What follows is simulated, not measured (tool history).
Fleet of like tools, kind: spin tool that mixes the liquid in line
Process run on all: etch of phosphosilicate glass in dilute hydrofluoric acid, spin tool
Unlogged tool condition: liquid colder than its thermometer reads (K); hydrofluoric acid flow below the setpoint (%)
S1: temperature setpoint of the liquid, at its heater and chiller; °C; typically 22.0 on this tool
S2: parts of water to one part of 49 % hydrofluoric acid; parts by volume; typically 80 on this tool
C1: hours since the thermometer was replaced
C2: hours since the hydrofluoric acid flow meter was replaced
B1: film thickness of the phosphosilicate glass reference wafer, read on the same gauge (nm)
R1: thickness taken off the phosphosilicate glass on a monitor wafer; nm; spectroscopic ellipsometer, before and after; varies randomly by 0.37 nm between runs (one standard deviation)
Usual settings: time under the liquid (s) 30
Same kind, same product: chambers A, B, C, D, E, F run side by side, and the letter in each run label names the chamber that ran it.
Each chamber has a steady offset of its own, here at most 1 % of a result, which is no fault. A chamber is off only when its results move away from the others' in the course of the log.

{"run": "1A", "hour": 4.3, "S1": 22.0, "S2": 80, "time under the liquid (s)": 30, "C1": 96.1, "C2": 1011.8, "B1": 59.986, "R1": 45.256}
{"run": "2D", "hour": 9.1, "S1": 22.0, "S2": 80, "time under the liquid (s)": 30, "C1": 218.5, "C2": 384.6, "B1": 59.985, "R1": 46.051}
{"run": "3C", "hour": 11.9, "S1": 22.0, "S2": 80, "time under the liquid (s)": 30, "C1": 124.0, "C2": 340.4, "B1": 59.991, "R1": 45.688}
{"hour": 16.4, "done": "chamber B: hydrofluoric acid flow meter replaced"}
{"run": "4F", "hour": 16.4, "S1": 22.0, "S2": 80, "time under the liquid (s)": 30, "C1": 1148.5, "C2": 1713.5, "B1": 60.002, "R1": 44.737}
{"run": "5E", "hour": 21.2, "S1": 22.0, "S2": 55, "time under the liquid (s)": 30, "C1": 717.1, "C2": 906.5, "B1": 59.994, "R1": 67.73}
{"run": "6B", "hour": 23.4, "S1": 22.0, "S2": 55, "time under the liquid (s)": 30, "C1": 329.6, "C2": 7.1, "B1": 60.009, "R1": 68.184}
{"run": "7E", "hour": 26.6, "S1": 22.0, "S2": 55, "time under the liquid (s)": 30, "C1": 722.5, "C2": 911.9, "B1": 60.012, "R1": 67.816}
{"run": "8B", "hour": 31.6, "S1": 22.0, "S2": 55, "time under the liquid (s)": 30, "C1": 337.8, "C2": 15.3, "B1": 59.984, "R1": 68.106}
{"run": "9D", "hour": 34.4, "S1": 22.0, "S2": 55, "time under the liquid (s)": 30, "C1": 243.8, "C2": 409.9, "B1": 59.975, "R1": 67.549}
{"run": "10A", "hour": 38.8, "S1": 22.0, "S2": 55, "time under the liquid (s)": 30, "C1": 130.6, "C2": 1046.3, "B1": 60.016, "R1": 67.67}
{"run": "11C", "hour": 42.4, "S1": 22.0, "S2": 80, "time under the liquid (s)": 30, "C1": 154.5, "C2": 370.9, "B1": 60.003, "R1": 45.46}
{"run": "12F", "hour": 44.7, "S1": 22.0, "S2": 95, "time under the liquid (s)": 30, "C1": 1176.8, "C2": 1741.8, "B1": 59.99, "R1": 36.973}
{"run": "13A", "hour": 49.1, "S1": 22.0, "S2": 95, "time under the liquid (s)": 30, "C1": 140.9, "C2": 1056.6, "B1": 60.044, "R1": 37.223}
{"run": "14F", "hour": 51.9, "S1": 22.0, "S2": 95, "time under the liquid (s)": 30, "C1": 1184.0, "C2": 1749.0, "B1": 60.01, "R1": 37.015}
{"run": "15C", "hour": 55.4, "S1": 22.0, "S2": 95, "time under the liquid (s)": 30, "C1": 167.5, "C2": 383.9, "B1": 60.04, "R1": 37.006}
{"run": "16B", "hour": 59.8, "S1": 22.0, "S2": 95, "time under the liquid (s)": 30, "C1": 366.0, "C2": 43.5, "B1": 59.99, "R1": 37.702}
{"run": "17E", "hour": 62.8, "S1": 22.0, "S2": 95, "time under the liquid (s)": 30, "C1": 758.7, "C2": 948.1, "B1": 59.998, "R1": 36.895}
{"run": "18D", "hour": 66.9, "S1": 22.0, "S2": 80, "time under the liquid (s)": 30, "C1": 276.3, "C2": 442.4, "B1": 60.033, "R1": 45.812}
{"run": "19F", "hour": 69.4, "S1": 22.0, "S2": 80, "time under the liquid (s)": 30, "C1": 1201.5, "C2": 1766.5, "B1": 60.001, "R1": 44.78}
{"run": "20A", "hour": 73.9, "S1": 22.0, "S2": 80, "time under the liquid (s)": 30, "C1": 165.7, "C2": 1081.4, "B1": 60.001, "R1": 45.333}
{"run": "21C", "hour": 78.7, "S1": 22.0, "S2": 80, "time under the liquid (s)": 30, "C1": 190.8, "C2": 407.2, "B1": 60.025, "R1": 43.742}
{"run": "22B", "hour": 83.6, "S1": 22.0, "S2": 80, "time under the liquid (s)": 30, "C1": 389.8, "C2": 67.3, "B1": 60.006, "R1": 45.315}
{"run": "23D", "hour": 86.8, "S1": 27.0, "S2": 80, "time under the liquid (s)": 30, "C1": 296.2, "C2": 462.3, "B1": 59.999, "R1": 56.407}
{"hour": 89.2, "done": "chamber E: hydrofluoric acid flow meter replaced"}
{"run": "24E", "hour": 90.6, "S1": 27.0, "S2": 80, "time under the liquid (s)": 30, "C1": 786.5, "C2": 1.4, "B1": 60.008, "R1": 54.701}
{"run": "25B", "hour": 95.2, "S1": 27.0, "S2": 80, "time under the liquid (s)": 30, "C1": 401.4, "C2": 78.9, "B1": 60.013, "R1": 55.39}
{"run": "26C", "hour": 98.4, "S1": 27.0, "S2": 80, "time under the liquid (s)": 30, "C1": 210.5, "C2": 426.9, "B1": 60.011, "R1": 52.846}
{"run": "27A", "hour": 102.9, "S1": 27.0, "S2": 80, "time under the liquid (s)": 30, "C1": 194.7, "C2": 1110.4, "B1": 59.975, "R1": 54.706}
{"run": "28D", "hour": 106.0, "S1": 27.0, "S2": 80, "time under the liquid (s)": 30, "C1": 315.4, "C2": 481.5, "B1": 60.008, "R1": 56.399}
{"run": "29F", "hour": 109.5, "S1": 24.5, "S2": 80, "time under the liquid (s)": 20, "C1": 1241.6, "C2": 1806.6, "B1": 60.005, "R1": 33.271}
{"run": "30E", "hour": 111.7, "S1": 24.5, "S2": 80, "time under the liquid (s)": 20, "C1": 807.6, "C2": 22.5, "B1": 59.983, "R1": 32.801}
{"run": "31E", "hour": 114.6, "S1": 24.5, "S2": 80, "time under the liquid (s)": 20, "C1": 810.5, "C2": 25.4, "B1": 59.992, "R1": 33.283}
{"run": "32F", "hour": 116.8, "S1": 24.5, "S2": 80, "time under the liquid (s)": 20, "C1": 1248.9, "C2": 1813.9, "B1": 59.958, "R1": 33.691}
{"run": "33A", "hour": 121.0, "S1": 24.5, "S2": 80, "time under the liquid (s)": 20, "C1": 212.8, "C2": 1128.5, "B1": 60.009, "R1": 32.758}
{"run": "34D", "hour": 124.2, "S1": 24.5, "S2": 80, "time under the liquid (s)": 20, "C1": 333.6, "C2": 499.7, "B1": 60.016, "R1": 33.87}
{"run": "35B", "hour": 126.9, "S1": 22.0, "S2": 80, "time under the liquid (s)": 30, "C1": 433.1, "C2": 110.6, "B1": 59.977, "R1": 45.718}
{"run": "36C", "hour": 130.8, "S1": 22.0, "S2": 80, "time under the liquid (s)": 30, "C1": 242.9, "C2": 459.3, "B1": 60.015, "R1": 40.939}

Is one chamber off against the others, does the gauge drift, or is nothing wrong? If a chamber is off, say which, and what the likeliest cause is.

It is chamber C that slowly wanders off from its peers.
Most likely cause: hydrofluoric acid flow below the setpoint (%) = 9.16.
With only this log, it may be confused with: liquid colder than its thermometer reads (K).

Here are 4 candidates for chamber C's next run, each the usual settings with a change, their results left as question marks. Which one brings its results back in line with what the others give on the usual settings?
Counts as in line when no further than this from what the other chambers average on the usual settings: R1 1.300 nm
{"run": "37C-1", "hour": 134.5, "S1": 19.5, "S2": 80, "time under the liquid (s)": 30, "R1": "?"}
{"run": "37C-2", "hour": 134.5, "S1": 17.0, "S2": 80, "time under the liquid (s)": 30, "R1": "?"}
{"run": "37C-3", "hour": 134.5, "S1": 27.0, "S2": 80, "time under the liquid (s)": 30, "R1": "?"}
{"run": "37C-4", "hour": 134.5, "S1": 24.5, "S2": 80, "time under the liquid (s)": 30, "R1": "?"}

Other chambers, usual settings, mean: R1 45.270 nm
run=37C-1 R1=36.801
run=37C-2 R1=33.102
run=37C-3 R1=49.843
run=37C-4 R1=45.138
The right change is 37C-4: it brings the chamber back within the allowed miss of the others.
